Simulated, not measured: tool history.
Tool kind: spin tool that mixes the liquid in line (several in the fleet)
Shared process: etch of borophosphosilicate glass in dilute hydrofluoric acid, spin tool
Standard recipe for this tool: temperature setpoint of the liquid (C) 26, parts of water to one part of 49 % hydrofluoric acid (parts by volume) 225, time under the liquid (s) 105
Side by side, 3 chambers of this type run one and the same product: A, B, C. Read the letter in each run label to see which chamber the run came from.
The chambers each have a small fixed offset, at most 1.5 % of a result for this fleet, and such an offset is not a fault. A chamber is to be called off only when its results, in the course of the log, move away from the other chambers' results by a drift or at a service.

| run | hour | temperature setpoint of the liquid (C) | parts of water to one part of 49 % hydrofluoric acid (parts by volume) | time under the liquid (s) | hours since the thermometer was replaced | hours since the hydrofluoric acid flow meter was replaced | read-back film thickness of the borophosphosilicate glass reference wafer, read on the same gauge (nm) | thickness taken off the borophosphosilicate glass on a monitor wafer (Å) |
|---|---|---|---|---|---|---|---|---|
| 1C | 2.7 | 26 | 225 | 105 | 578.7 | 352.2 | 119.99 | 137.9 |
| 2A | 7.7 | 26 | 225 | 105 | 225.1 | 1054.3 | 119.99 | 136.11 |
| 3B | 13.7 | 26 | 225 | 105 | 717.5 | 444.5 | 119.98 | 135.49 |
|  | 14.2 | chamber A: hydrofluoric acid flow meter replaced |
| 4A | 16.6 | 26 | 225 | 105 | 234 | 2.4 | 120.02 | 134.92 |
| 5C | 22 | 26 | 225 | 105 | 598 | 371.5 | 120.02 | 137.1 |
| 6B | 25.2 | 26 | 155 | 105 | 729 | 456 | 119.99 | 214.73 |
| 7C | 28.5 | 26 | 155 | 105 | 604.5 | 378 | 119.96 | 216.82 |
| 8B | 31.8 | 26 | 155 | 105 | 735.6 | 462.6 | 120.01 | 213.26 |
| 9A | 37.6 | 26 | 225 | 105 | 255 | 23.4 | 120.01 | 137.83 |
| 10B | 42.6 | 26 | 225 | 105 | 746.4 | 473.4 | 119.99 | 135.82 |
| 11A | 48.2 | 26 | 225 | 105 | 265.6 | 34 | 120 | 136.49 |
| 12C | 53.8 | 26 | 225 | 105 | 629.8 | 403.3 | 120.03 | 136.62 |
| 13C | 58.7 | 26 | 225 | 105 | 634.7 | 408.2 | 120 | 137.44 |
| 14B | 64.3 | 26 | 225 | 105 | 768.1 | 495.1 | 119.97 | 136.44 |
| 15A | 67.6 | 26 | 225 | 105 | 285 | 53.4 | 119.99 | 138.75 |
| 16C | 72.6 | 26 | 225 | 105 | 648.6 | 422.1 | 119.99 | 137.77 |
| 17A | 78.7 | 26 | 305 | 150 | 296.1 | 64.5 | 120 | 132.64 |
| 18B | 84.4 | 26 | 305 | 150 | 788.2 | 515.2 | 119.98 | 132.11 |
| 19A | 90.3 | 26 | 305 | 150 | 307.7 | 76.1 | 119.99 | 133.44 |
| 20B | 96.6 | 26 | 225 | 105 | 800.4 | 527.4 | 120.01 | 136.19 |
| 21C | 99.9 | 26 | 225 | 105 | 675.9 | 449.4 | 120 | 138.15 |
|  | 101.5 | chamber C: hydrofluoric acid flow meter replaced |
| 22B | 102.7 | 27.5 | 225 | 85 | 806.5 | 533.5 | 119.98 | 115.71 |
| 23C | 107.4 | 27.5 | 225 | 85 | 683.4 | 5.9 | 120.03 | 117.99 |
| 24A | 110.7 | 27.5 | 225 | 85 | 328.1 | 96.5 | 119.97 | 119.29 |
| 25A | 115.9 | 26 | 225 | 105 | 333.3 | 101.7 | 120.04 | 140.77 |
| 26C | 120.6 | 26 | 225 | 105 | 696.6 | 19.1 | 120 | 138.24 |
| 27B | 124.8 | 26 | 225 | 105 | 828.6 | 555.6 | 120.01 | 135.94 |
| 28C | 129.6 | 26 | 225 | 105 | 705.6 | 28.1 | 119.98 | 137.68 |
| 29A | 134.5 | 26 | 225 | 105 | 351.9 | 120.3 | 120.01 | 141.94 |
| 30B | 138.5 | 26 | 225 | 105 | 842.3 | 569.3 | 120.03 | 136.52 |
| 31A | 141.8 | 26 | 225 | 105 | 359.2 | 127.6 | 120.01 | 141.07 |
| 32B | 147.4 | 26 | 225 | 55 | 851.2 | 578.2 | 119.97 | 71.409 |
| 33C | 153.5 | 26 | 225 | 55 | 729.5 | 52 | 120 | 71.569 |
| 34C | 156.5 | 26 | 225 | 55 | 732.5 | 55 | 120.02 | 71.953 |
| 35A | 160 | 26 | 225 | 105 | 377.4 | 145.8 | 120.01 | 142.49 |
| 36B | 165.9 | 26 | 225 | 105 | 869.7 | 596.7 | 119.99 | 136.27 |
| 37A | 169.7 | 26 | 225 | 105 | 387.1 | 155.5 | 120 | 141.92 |
| 38C | 172.8 | 26 | 225 | 105 | 748.8 | 71.3 | 120 | 138.29 |

Has any chamber moved away from the others, gradually or after a service, or does the common gauge drift, or do the chambers differ only by their own small steady offsets? State the chamber and the most likely cause if one applies.

Chamber A drifts away from the others.
Most likely cause: liquid hotter than its thermometer reads (K) = 1.45.
With only this log, it may be confused with: hydrofluoric acid flow above the setpoint (%).

Here are 4 candidates for chamber A's next run, each the usual settings with a change, their results left as question marks. Which one brings its results back in line with what the others give on the usual settings?
Maximum distance from the other chambers' mean on the usual settings for a result to count as in line: thickness taken off the borophosphosilicate glass on a monitor wafer (Å) 2
| 39A-1 | 177.3 | 26 | 225 | 100 |  |  |  | ? |
| 39A-2 | 177.3 | 26 | 225 | 110 |  |  |  | ? |
| 39A-3 | 177.3 | 26 | 210 | 105 |  |  |  | ? |
| 39A-4 | 177.3 | 23.5 | 225 | 105 |  |  |  | ? |

Other chambers, usual settings, mean: thickness taken off the borophosphosilicate glass on a monitor wafer (Å) 136.75
| run | thickness taken off the borophosphosilicate glass on a monitor wafer (Å) |
|---|---|
| 39A-1 | 136.11 |
| 39A-2 | 149.72 |
| 39A-3 | 155.95 |
| 39A-4 | 130.98 |
39A-1 is the one that brings the chamber's results back in line with the other chambers.

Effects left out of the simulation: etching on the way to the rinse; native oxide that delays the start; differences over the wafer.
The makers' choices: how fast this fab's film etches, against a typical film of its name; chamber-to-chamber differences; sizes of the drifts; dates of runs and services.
